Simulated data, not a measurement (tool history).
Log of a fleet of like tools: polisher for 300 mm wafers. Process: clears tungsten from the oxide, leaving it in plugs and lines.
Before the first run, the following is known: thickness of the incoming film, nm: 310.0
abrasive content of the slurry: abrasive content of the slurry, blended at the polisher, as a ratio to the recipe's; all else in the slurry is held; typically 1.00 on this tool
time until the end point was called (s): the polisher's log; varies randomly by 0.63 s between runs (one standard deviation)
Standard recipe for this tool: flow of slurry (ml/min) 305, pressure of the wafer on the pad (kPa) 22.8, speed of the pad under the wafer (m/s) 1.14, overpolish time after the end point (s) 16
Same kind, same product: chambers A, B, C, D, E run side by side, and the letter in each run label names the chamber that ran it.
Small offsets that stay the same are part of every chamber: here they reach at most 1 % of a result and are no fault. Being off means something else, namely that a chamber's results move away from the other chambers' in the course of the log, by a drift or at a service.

| run | hour | flow of slurry (ml/min) | pressure of the wafer on the pad (kPa) | speed of the pad under the wafer (m/s) | abrasive content of the slurry | overpolish time after the end point (s) | time until the end point was called (s) |
|---|---|---|---|---|---|---|---|
|  | 2.2 | chamber A: slurry tank refilled with fresh slurry and peroxide |
| 1D | 7.5 | 305 | 22.8 | 1.14 | 1.00 | 16 | 59.980 |
|  | 16.8 | chamber B: worn pad replaced by a new one |
| 2A | 18.7 | 305 | 22.8 | 1.14 | 1.00 | 16 | 60.039 |
|  | 19.5 | chamber A: worn pad replaced by a new one |
|  | 25.2 | chamber D: slurry blender recalibrated |
|  | 27.9 | chamber E: slurry tank refilled with fresh slurry and peroxide |
| 3E | 30.5 | 305 | 22.8 | 1.14 | 1.00 | 16 | 60.942 |
|  | 36.1 | chamber C: worn pad replaced by a new one |
|  | 36.9 | chamber D: worn pad replaced by a new one |
|  | 38.5 | chamber E: slurry nozzle cleaned |
| 4C | 41.4 | 305 | 22.8 | 1.14 | 1.00 | 16 | 61.492 |
| 5B | 50.8 | 305 | 22.8 | 1.14 | 1.00 | 16 | 60.868 |
| 6C | 58.0 | 305 | 22.8 | 1.14 | 1.00 | 16 | 60.756 |
|  | 64.1 | chamber C: slurry tank refilled with fresh slurry and peroxide |
| 7A | 67.3 | 305 | 22.8 | 1.14 | 0.75 | 16 | 64.489 |
|  | 71.4 | chamber B: slurry tank refilled with fresh slurry and peroxide |
|  | 77.3 | chamber A: slurry tank refilled with fresh slurry and peroxide |
| 8D | 77.9 | 305 | 22.8 | 1.14 | 0.75 | 16 | 64.691 |
| 9B | 89.6 | 305 | 22.8 | 1.14 | 0.75 | 16 | 63.875 |
|  | 95.1 | chamber B: worn pad replaced by a new one |
|  | 97.6 | chamber A: worn pad replaced by a new one |
| 10E | 98.7 | 305 | 22.8 | 1.14 | 0.75 | 16 | 63.759 |
| 11E | 105.8 | 305 | 22.8 | 1.14 | 0.75 | 16 | 64.343 |
|  | 107.2 | chamber C: worn pad replaced by a new one |
|  | 109.3 | chamber E: worn pad replaced by a new one |
| 12B | 115.2 | 305 | 22.8 | 1.14 | 1.00 | 16 | 60.732 |
|  | 116.6 | chamber E: slurry blender recalibrated |
|  | 119.0 | chamber D: worn pad replaced by a new one |
|  | 125.2 | chamber D: slurry tank refilled with fresh slurry and peroxide |
| 13D | 126.1 | 405 | 22.8 | 1.42 | 1.00 | 16 | 46.875 |
|  | 126.5 | chamber A: head pressure recalibrated |
| 14A | 137.3 | 405 | 22.8 | 1.42 | 1.00 | 16 | 46.451 |
|  | 142.8 | chamber C: head pressure recalibrated |
| 15C | 146.0 | 405 | 22.8 | 1.42 | 1.00 | 16 | 52.245 |
|  | 146.1 | chamber A: slurry tank refilled with fresh slurry and peroxide |
|  | 146.5 | chamber E: slurry tank refilled with fresh slurry and peroxide |
| 16E | 155.6 | 405 | 22.8 | 1.42 | 1.00 | 16 | 47.212 |
|  | 160.7 | chamber B: slurry tank refilled with fresh slurry and peroxide |
| 17C | 164.8 | 405 | 22.8 | 1.42 | 1.00 | 16 | 52.375 |
|  | 170.7 | chamber A: worn pad replaced by a new one |
| 18A | 175.5 | 305 | 22.8 | 1.14 | 1.00 | 16 | 59.912 |
|  | 176.8 | chamber B: worn pad replaced by a new one |
| 19B | 187.2 | 305 | 22.8 | 1.14 | 1.00 | 16 | 60.787 |
|  | 188.9 | chamber A: slurry nozzle cleaned |
|  | 193.8 | chamber C: worn pad replaced by a new one |
|  | 198.6 | chamber E: worn pad replaced by a new one |
| 20D | 198.8 | 305 | 22.8 | 1.14 | 1.00 | 16 | 59.204 |
|  | 200.7 | chamber A: slurry blender recalibrated |
| 21D | 204.2 | 305 | 22.8 | 1.14 | 1.00 | 16 | 59.527 |
|  | 205.4 | chamber D: worn pad replaced by a new one |
| 22A | 210.1 | 305 | 22.8 | 1.14 | 1.00 | 20 | 60.323 |
| 23E | 216.5 | 305 | 22.8 | 1.14 | 1.00 | 20 | 60.257 |
|  | 221.7 | chamber D: slurry nozzle cleaned |
| 24B | 224.0 | 305 | 22.8 | 1.14 | 1.00 | 20 | 61.329 |
|  | 225.6 | chamber A: slurry tank refilled with fresh slurry and peroxide |
| 25C | 232.3 | 305 | 22.8 | 1.14 | 1.00 | 20 | 66.688 |
|  | 235.8 | chamber C: slurry nozzle cleaned |
|  | 236.8 | chamber C: slurry blender recalibrated |
| 26E | 238.2 | 305 | 22.8 | 1.14 | 1.00 | 20 | 60.686 |
|  | 242.1 | chamber E: slurry blender recalibrated |
| 27C | 245.3 | 305 | 22.8 | 1.14 | 1.00 | 16 | 67.036 |
|  | 246.5 | chamber B: slurry tank refilled with fresh slurry and peroxide |
|  | 252.1 | chamber E: slurry tank refilled with fresh slurry and peroxide |
|  | 255.1 | chamber A: worn pad replaced by a new one |
| 28A | 255.3 | 305 | 22.8 | 1.14 | 1.00 | 16 | 59.899 |
|  | 256.3 | chamber C: slurry tank refilled with fresh slurry and peroxide |
|  | 257.7 | chamber B: worn pad replaced by a new one |
| 29D | 263.4 | 305 | 22.8 | 1.14 | 1.00 | 16 | 59.075 |
| 30B | 273.5 | 305 | 22.8 | 1.14 | 1.00 | 16 | 60.596 |
|  | 274.0 | chamber C: worn pad replaced by a new one |
| 31A | 285.2 | 305 | 22.8 | 1.14 | 1.00 | 16 | 60.902 |
|  | 292.3 | chamber D: worn pad replaced by a new one |
|  | 293.6 | chamber A: slurry tank refilled with fresh slurry and peroxide |
| 32D | 294.3 | 305 | 22.8 | 1.14 | 1.00 | 16 | 58.089 |
|  | 300.5 | chamber E: slurry nozzle cleaned |
|  | 304.9 | chamber E: worn pad replaced by a new one |
| 33E | 306.6 | 305 | 22.8 | 1.14 | 1.00 | 16 | 61.452 |
|  | 308.0 | chamber D: slurry tank refilled with fresh slurry and peroxide |
| 34C | 318.9 | 305 | 22.8 | 1.14 | 1.00 | 16 | 66.583 |
| 35B | 325.4 | 305 | 22.8 | 1.14 | 1.00 | 16 | 60.635 |
|  | 326.8 | chamber B: worn pad replaced by a new one |
| 36D | 333.0 | 305 | 22.8 | 1.14 | 1.00 | 22 | 59.267 |
| 37A | 341.5 | 305 | 22.8 | 1.14 | 1.00 | 22 | 60.406 |
|  | 342.6 | chamber C: worn pad replaced by a new one |
|  | 343.6 | chamber B: slurry nozzle cleaned |
| 38C | 352.1 | 305 | 22.8 | 1.14 | 1.00 | 22 | 67.265 |
|  | 352.3 | chamber B: slurry tank refilled with fresh slurry and peroxide |
|  | 357.6 | chamber E: slurry tank refilled with fresh slurry and peroxide |
|  | 358.6 | chamber E: head pressure recalibrated |
| 39E | 361.1 | 305 | 22.8 | 1.14 | 1.00 | 22 | 59.814 |
| 40B | 367.2 | 305 | 22.8 | 1.14 | 1.00 | 22 | 60.198 |
| 41B | 378.2 | 305 | 22.8 | 1.14 | 1.00 | 16 | 59.962 |
| 42E | 389.5 | 305 | 22.8 | 1.14 | 1.00 | 16 | 59.601 |

Has any chamber moved away from the others, gradually or after a service, or does the common gauge drift, or do the chambers differ only by their own small steady offsets? State the chamber and the most likely cause if one applies.

Chamber C has stood off from the others ever since a service on it.
Cause: head's pressure below its setpoint, % = 8.81.

Below are 4 candidate recipes for chamber C's next run, each the usual settings with a change, their results shown as question marks. Which of them brings C's results back in line with what the other chambers give on the usual settings?
Maximum distance from the other chambers' mean on the usual settings for a result to count as in line: time until the end point was called (s) 2.200
| 43C-1 | 398.5 | 200 | 22.8 | 1.14 | 1.00 | 16 | ? |
| 43C-2 | 398.5 | 305 | 24.1 | 1.20 | 1.00 | 16 | ? |
| 43C-3 | 398.5 | 305 | 21.4 | 1.10 | 1.00 | 16 | ? |
| 43C-4 | 398.5 | 305 | 23.4 | 1.16 | 1.00 | 16 | ? |

The mean the other chambers reach with the usual settings: time until the end point was called (s) 60.193
| run | time until the end point was called (s) |
|---|---|
| 43C-1 | 69.651 |
| 43C-2 | 59.465 |
| 43C-3 | 73.461 |
| 43C-4 | 63.380 |
The right change is 43C-2: it brings the chamber back within the allowed miss of the others.
